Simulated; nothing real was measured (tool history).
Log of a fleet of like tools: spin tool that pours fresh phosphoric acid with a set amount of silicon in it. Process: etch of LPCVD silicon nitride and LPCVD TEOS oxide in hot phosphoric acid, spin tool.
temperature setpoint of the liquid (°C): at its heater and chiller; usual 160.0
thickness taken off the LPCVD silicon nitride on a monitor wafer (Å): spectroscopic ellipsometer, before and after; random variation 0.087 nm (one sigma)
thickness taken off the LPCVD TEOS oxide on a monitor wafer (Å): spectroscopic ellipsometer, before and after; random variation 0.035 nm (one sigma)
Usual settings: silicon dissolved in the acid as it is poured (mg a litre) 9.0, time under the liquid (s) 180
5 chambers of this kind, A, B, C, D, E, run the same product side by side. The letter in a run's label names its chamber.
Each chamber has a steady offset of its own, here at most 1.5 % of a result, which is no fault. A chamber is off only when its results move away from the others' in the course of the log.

run	hour	temperature setpoint of the liquid (°C)	silicon dissolved in the acid as it is poured (mg a litre)	time under the liquid (s)	read-back film thickness of the LPCVD silicon nitride reference wafer, read on the same gauge (nm)	read-back film thickness of the LPCVD TEOS oxide reference wafer, read on the same gauge (nm)	thickness taken off the LPCVD silicon nitride on a monitor wafer (Å)	thickness taken off the LPCVD TEOS oxide on a monitor wafer (Å)
1C	6.9	160.0	9.0	180	29.991	49.993	147.82	9.8235
2E	19.6	160.0	9.0	180	30.006	50.019	148.43	10.6980
3D	33.1	160.0	9.0	180	29.995	50.020	147.40	10.2210
4A	44.8	160.0	9.0	180	29.988	50.020	148.38	9.5509
5B	59.3	160.0	9.0	180	30.008	50.004	148.23	10.0850
6A	73.4	160.0	9.0	180	30.002	49.996	147.21	9.8455
# hour 84.7: chamber C: dissolved silicon flow meter replaced
7C	88.3	160.0	9.0	180	29.999	50.000	147.38	9.6347
8B	94.8	160.0	9.0	180	29.995	49.991	147.21	10.5750
# hour 100.9: chamber B: dissolved silicon flow meter replaced
9E	101.9	160.0	9.0	180	29.993	50.012	145.93	10.3120
10D	112.6	160.0	9.0	180	30.000	49.978	145.55	9.8025
11D	120.4	160.0	9.0	180	30.001	50.011	147.63	10.3150
12B	128.3	160.0	9.0	180	29.999	49.983	146.69	9.6388
13E	140.4	160.0	9.0	180	30.002	50.028	146.05	9.7963
14A	150.6	160.0	4.5	240	30.014	50.011	197.78	14.3710
15C	159.0	160.0	4.5	240	29.991	49.990	196.15	14.4270
16C	171.3	160.0	4.5	240	30.009	49.986	194.88	13.4740
17B	182.6	160.0	4.5	240	30.010	49.994	191.25	13.9680
18D	197.0	160.0	4.5	240	29.993	49.997	197.47	14.8060
19E	205.5	160.0	9.0	180	30.026	50.022	145.30	10.2030
20A	220.4	160.0	9.0	180	29.993	50.002	148.61	9.8762
21C	233.5	160.0	11.5	135	30.000	49.995	109.26	6.9205
22D	248.0	160.0	11.5	135	30.002	49.998	111.44	6.7400
23B	260.2	160.0	11.5	135	29.994	49.993	107.12	6.8112
24A	273.1	160.0	11.5	135	29.999	50.002	109.99	6.8341
25E	281.6	160.0	11.5	135	29.997	49.992	110.49	6.9637
26E	289.3	160.0	9.0	180	30.003	50.005	147.17	9.9757
27D	301.0	160.0	9.0	180	29.994	49.994	147.53	10.3880
28B	308.8	160.0	9.0	180	29.988	50.013	141.08	8.2143
29C	317.7	160.0	3.0	255	29.991	50.011	206.64	15.4110
30A	329.7	160.0	3.0	255	30.009	50.007	210.21	16.8830
31A	341.5	160.0	3.0	255	30.008	50.006	208.49	15.0910
32C	355.7	160.0	3.0	255	29.994	49.989	209.44	16.1940
33E	366.0	160.0	3.0	255	30.006	49.993	207.83	15.7410
34B	379.2	160.0	9.0	180	29.990	49.994	139.96	8.6617
35D	390.2	157.5	4.5	180	29.967	49.993	135.21	9.1054
36A	402.3	157.5	4.5	180	30.010	50.016	136.49	8.9432
37D	412.6	157.5	4.5	180	30.011	50.001	135.28	9.2174
38B	425.6	157.5	4.5	180	29.998	49.993	125.83	8.0629

What goes on in this fleet: one chamber off, a drifting gauge, or nothing beyond the chambers' own small offsets? Name the chamber and the cause, if any.

Chamber B drifts away from the others.
Cause: temperature lost on the way to the wafer (K) = 2.16.
The log may not tell that from: liquid colder than its thermometer reads (K).

Here are 4 candidates for chamber B's next run, each the usual settings with a change, their results left as question marks. Which one brings its results back in line with what the others give on the usual settings?
In line means no further than this from the other chambers' mean on the usual settings: thickness taken off the LPCVD silicon nitride on a monitor wafer (Å) 3.00; thickness taken off the LPCVD TEOS oxide on a monitor wafer (Å) 1.2000
39B-1	436.3	159.0	11.0	175			?	?
39B-2	436.3	158.5	13.5	165			?	?
39B-3	436.3	161.0	7.0	185			?	?
39B-4	436.3	161.5	4.5	195			?	?

The other chambers' mean on the usual settings: thickness taken off the LPCVD silicon nitride on a monitor wafer (Å) 147.30; thickness taken off the LPCVD TEOS oxide on a monitor wafer (Å) 9.9984
run	thickness taken off the LPCVD silicon nitride on a monitor wafer (Å)	thickness taken off the LPCVD TEOS oxide on a monitor wafer (Å)
39B-1	129.03	7.4940
39B-2	119.55	6.4132
39B-3	146.12	10.0600
39B-4	156.69	11.5880
39B-3 brings the chamber back in line.

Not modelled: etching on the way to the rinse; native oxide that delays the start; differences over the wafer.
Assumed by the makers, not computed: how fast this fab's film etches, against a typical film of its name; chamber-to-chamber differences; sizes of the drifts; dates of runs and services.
